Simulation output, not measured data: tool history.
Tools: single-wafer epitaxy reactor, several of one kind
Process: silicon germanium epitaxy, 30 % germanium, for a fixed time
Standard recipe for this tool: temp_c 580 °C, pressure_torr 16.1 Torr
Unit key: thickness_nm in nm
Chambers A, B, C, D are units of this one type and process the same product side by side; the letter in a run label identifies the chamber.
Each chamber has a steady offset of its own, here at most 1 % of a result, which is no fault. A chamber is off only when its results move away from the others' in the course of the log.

run    day  temp_c  pressure_torr  hours since the last pyrometer calibration  hours since the last manometer calibration  read-back reference wafer on the same gauge, thickness_nm  thickness_nm
 1B  0.196     580           16.1                                       205.9                                      2289.0                                                     44.461        37.525
 2A  0.321     580           16.1                                       139.8                                      1513.8                                                     44.369        37.009
 3D  0.454     580           16.1                                      1758.9                                      2050.9                                                     44.439        37.419
 4C  0.567     580           16.1                                       485.3                                      1250.9                                                     44.381        37.398
 5C  0.683     580           16.1                                       488.1                                      1253.7                                                     44.406        37.352
 6B  0.817     568           14.3                                       220.8                                      2303.9                                                     44.417        28.186
 7A  1.000     568           14.3                                       156.1                                      1530.1                                                     44.446        28.276
 8D  1.208     568           14.3                                      1777.0                                      2069.0                                                     44.414        28.017
 9D  1.321     568           14.3                                      1779.7                                      2071.7                                                     44.395        28.353
10B  1.475     580           16.1                                       236.6                                      2319.7                                                     44.427        37.672
11A  1.642     580           16.1                                       171.5                                      1545.5                                                     44.370        37.324
12C  1.792     580           16.1                                       514.7                                      1280.3                                                     44.452        36.912
13D  1.933     580           16.1                                      1794.4                                      2086.4                                                     44.383        37.491
14C  2.112     580           16.1                                       522.4                                      1288.0                                                     44.422        36.985
     2.262  -- chamber D: pyrometer calibrated
15A  2.275     580           16.1                                       186.7                                      1560.7                                                     44.480        37.070
16B  2.412     580           16.1                                       259.1                                      2342.2                                                     44.387        37.370
17B  2.579     580           16.1                                       263.1                                      2346.2                                                     44.422        37.350
18C  2.717     580           16.1                                       536.9                                      1302.5                                                     44.429        37.298
19A  2.921     580           16.1                                       202.2                                      1576.2                                                     44.456        37.139
20D  3.121     580           16.1                                        20.7                                      2114.9                                                     44.366        35.220
21B  3.312     580           16.1                                       280.7                                      2363.8                                                     44.405        37.304
22D  3.450     580           16.1                                        28.6                                      2122.8                                                     44.353        35.387
23A  3.558     580           16.1                                       217.5                                      1591.5                                                     44.344        37.031
24C  3.662     580           16.1                                       559.6                                      1325.2                                                     44.372        37.061
25C  3.808     591           12.6                                       563.1                                      1328.7                                                     44.431        41.555
26D  4.025     591           12.6                                        42.4                                      2136.6                                                     44.352        39.336
27A  4.225     591           12.6                                       233.5                                      1607.5                                                     44.352        41.547
28B  4.342     591           12.6                                       305.4                                      2388.5                                                     44.438        41.864
29C  4.517     580           16.1                                       580.1                                      1345.7                                                     44.396        37.463
30D  4.688     580           16.1                                        58.3                                      2152.5                                                     44.423        35.050
31B  4.833     580           16.1                                       317.2                                      2400.3                                                     44.401        37.115
32A  5.017     580           16.1                                       252.5                                      1626.5                                                     44.400        37.247
33D  5.121     580           16.1                                        68.7                                      2162.9                                                     44.446        35.550

Each of the 4 chambers runs these same settings next. Fill in every chamber's results:
34A  5.279     580           16.1                                                                                                                                                                ?
34B  5.279     580           16.1                                                                                                                                                                ?
34C  5.279     580           16.1                                                                                                                                                                ?
34D  5.279     580           16.1                                                                                                                                                                ?

run  thickness_nm
34A        37.013
34B        37.336
34C        37.180
34D        35.138

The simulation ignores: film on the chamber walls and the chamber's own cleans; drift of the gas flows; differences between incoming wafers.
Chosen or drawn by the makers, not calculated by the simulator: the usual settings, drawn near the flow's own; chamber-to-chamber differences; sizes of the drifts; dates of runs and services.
